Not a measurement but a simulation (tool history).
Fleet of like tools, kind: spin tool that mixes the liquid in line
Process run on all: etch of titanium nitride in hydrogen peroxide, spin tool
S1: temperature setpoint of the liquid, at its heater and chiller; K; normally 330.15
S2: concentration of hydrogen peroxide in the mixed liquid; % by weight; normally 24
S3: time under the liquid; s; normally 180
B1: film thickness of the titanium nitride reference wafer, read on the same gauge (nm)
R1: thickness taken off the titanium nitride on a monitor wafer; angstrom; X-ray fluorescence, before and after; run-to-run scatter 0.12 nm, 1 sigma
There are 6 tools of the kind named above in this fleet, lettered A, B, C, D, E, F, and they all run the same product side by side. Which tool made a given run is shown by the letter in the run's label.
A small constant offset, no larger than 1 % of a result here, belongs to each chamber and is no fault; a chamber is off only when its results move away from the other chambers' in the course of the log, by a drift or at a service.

{"run": "1D", "hour": 4.6, "S1": 330.15, "S2": 24, "S3": 180, "B1": 150.01, "R1": 115.09}
{"run": "2B", "hour": 9.8, "S1": 330.15, "S2": 24, "S3": 180, "B1": 149.98, "R1": 115.45}
{"run": "3F", "hour": 12.5, "S1": 330.15, "S2": 24, "S3": 180, "B1": 150, "R1": 117.79}
{"run": "4A", "hour": 15.3, "S1": 330.15, "S2": 24, "S3": 180, "B1": 150, "R1": 115.83}
{"run": "5E", "hour": 18.9, "S1": 330.15, "S2": 24, "S3": 180, "B1": 150.01, "R1": 117}
{"run": "6C", "hour": 22.7, "S1": 330.15, "S2": 24, "S3": 180, "B1": 150, "R1": 116.75}
{"run": "7C", "hour": 26.9, "S1": 330.15, "S2": 24, "S3": 180, "B1": 150.01, "R1": 115.93}
{"run": "8B", "hour": 29.3, "S1": 330.15, "S2": 24, "S3": 180, "B1": 150.01, "R1": 115.91}
{"run": "9F", "hour": 34.3, "S1": 330.15, "S2": 18, "S3": 220, "B1": 150, "R1": 134.35}
{"run": "10E", "hour": 37.2, "S1": 330.15, "S2": 18, "S3": 220, "B1": 150, "R1": 135.05}
{"run": "11D", "hour": 42.0, "S1": 330.15, "S2": 18, "S3": 220, "B1": 150, "R1": 132.93}
{"run": "12A", "hour": 46.0, "S1": 330.15, "S2": 18, "S3": 220, "B1": 150, "R1": 132.09}
{"run": "13F", "hour": 50.8, "S1": 330.15, "S2": 18, "S3": 220, "B1": 150.01, "R1": 134.23}
{"run": "14A", "hour": 54.0, "S1": 330.15, "S2": 18, "S3": 220, "B1": 149.99, "R1": 134.1}
{"run": "15E", "hour": 57.7, "S1": 330.15, "S2": 24, "S3": 180, "B1": 149.99, "R1": 115.99}
{"run": "16C", "hour": 62.1, "S1": 330.15, "S2": 24, "S3": 180, "B1": 149.97, "R1": 116.16}
{"run": "17B", "hour": 66.8, "S1": 330.15, "S2": 24, "S3": 180, "B1": 150, "R1": 114.82}
{"run": "18D", "hour": 70.2, "S1": 320.65, "S2": 24, "S3": 180, "B1": 150, "R1": 58.044}
{"run": "19F", "hour": 72.7, "S1": 320.65, "S2": 24, "S3": 180, "B1": 150.01, "R1": 56.509}
{"hour": 74.8, "done": "chamber F: peroxide flow meter replaced"}
{"run": "20D", "hour": 75.3, "S1": 320.65, "S2": 24, "S3": 180, "B1": 150.03, "R1": 58.653}
{"run": "21E", "hour": 79.6, "S1": 320.65, "S2": 24, "S3": 180, "B1": 149.98, "R1": 57.47}
{"run": "22C", "hour": 82.8, "S1": 320.65, "S2": 24, "S3": 180, "B1": 150, "R1": 59.807}
{"run": "23B", "hour": 85.3, "S1": 320.65, "S2": 24, "S3": 180, "B1": 150.01, "R1": 59.093}
{"run": "24A", "hour": 89.0, "S1": 330.15, "S2": 24, "S3": 220, "B1": 149.99, "R1": 141.29}
{"run": "25E", "hour": 94.2, "S1": 330.15, "S2": 24, "S3": 220, "B1": 150.01, "R1": 142.67}
{"run": "26B", "hour": 98.4, "S1": 330.15, "S2": 24, "S3": 220, "B1": 149.98, "R1": 143.49}
{"hour": 102.8, "done": "chamber B: new drum of peroxide connected"}
{"run": "27F", "hour": 103.6, "S1": 330.15, "S2": 24, "S3": 220, "B1": 150, "R1": 133.44}
{"run": "28D", "hour": 106.5, "S1": 330.15, "S2": 24, "S3": 220, "B1": 150, "R1": 141.58}
{"run": "29C", "hour": 111.8, "S1": 330.15, "S2": 24, "S3": 220, "B1": 149.99, "R1": 141.55}
{"run": "30A", "hour": 114.5, "S1": 330.15, "S2": 24, "S3": 180, "B1": 150.01, "R1": 115.48}
{"run": "31D", "hour": 117.8, "S1": 330.15, "S2": 24, "S3": 180, "B1": 150.01, "R1": 116.36}
{"run": "32E", "hour": 122.0, "S1": 326.15, "S2": 24, "S3": 180, "B1": 149.99, "R1": 86.874}
{"run": "33F", "hour": 126.6, "S1": 326.15, "S2": 24, "S3": 180, "B1": 150.01, "R1": 77.2}
{"run": "34C", "hour": 131.2, "S1": 326.15, "S2": 24, "S3": 180, "B1": 150.01, "R1": 87.672}
{"hour": 135.7, "done": "chamber B: peroxide flow meter replaced"}
{"run": "35A", "hour": 136.0, "S1": 326.15, "S2": 24, "S3": 180, "B1": 149.99, "R1": 88.285}
{"run": "36B", "hour": 139.0, "S1": 326.15, "S2": 24, "S3": 180, "B1": 150, "R1": 88.039}
{"run": "37A", "hour": 142.9, "S1": 326.15, "S2": 24, "S3": 180, "B1": 150.01, "R1": 86.059}
{"run": "38D", "hour": 146.6, "S1": 330.15, "S2": 24, "S3": 180, "B1": 149.99, "R1": 117.34}

What goes on in this fleet: one chamber off, a drifting gauge, or nothing beyond the chambers' own small offsets? Name the chamber and the cause, if any.

Little by little, chamber F moves away from the other chambers.
Likeliest cause: temperature lost on the way to the wafer (K) = 2.05.
The log may not separate it from: liquid colder than its thermometer reads (K).

Chamber F could run next with any of the 4 candidate recipes listed below; each alters the usual settings, and their results appear as question marks. Which one brings its results back in line with what the other chambers deliver on the usual settings?
Allowed miss from the other chambers' usual-settings mean, per result, to count as in line: R1 4 angstrom
{"run": "39F-1", "hour": 150.6, "S1": 328.15, "S2": 24, "S3": 180, "R1": "?"}
{"run": "39F-2", "hour": 150.6, "S1": 330.15, "S2": 24, "S3": 205, "R1": "?"}
{"run": "39F-3", "hour": 150.6, "S1": 331.15, "S2": 24, "S3": 180, "R1": "?"}
{"run": "39F-4", "hour": 150.6, "S1": 329.65, "S2": 24, "S3": 175, "R1": "?"}

Mean of the other chambers on the usual settings: R1 116.1 angstrom
run=39F-1 R1=87.441
run=39F-2 R1=114.75
run=39F-3 R1=108.04
run=39F-4 R1=94.511
The right change is 39F-2: it brings the chamber back within the allowed miss of the others.

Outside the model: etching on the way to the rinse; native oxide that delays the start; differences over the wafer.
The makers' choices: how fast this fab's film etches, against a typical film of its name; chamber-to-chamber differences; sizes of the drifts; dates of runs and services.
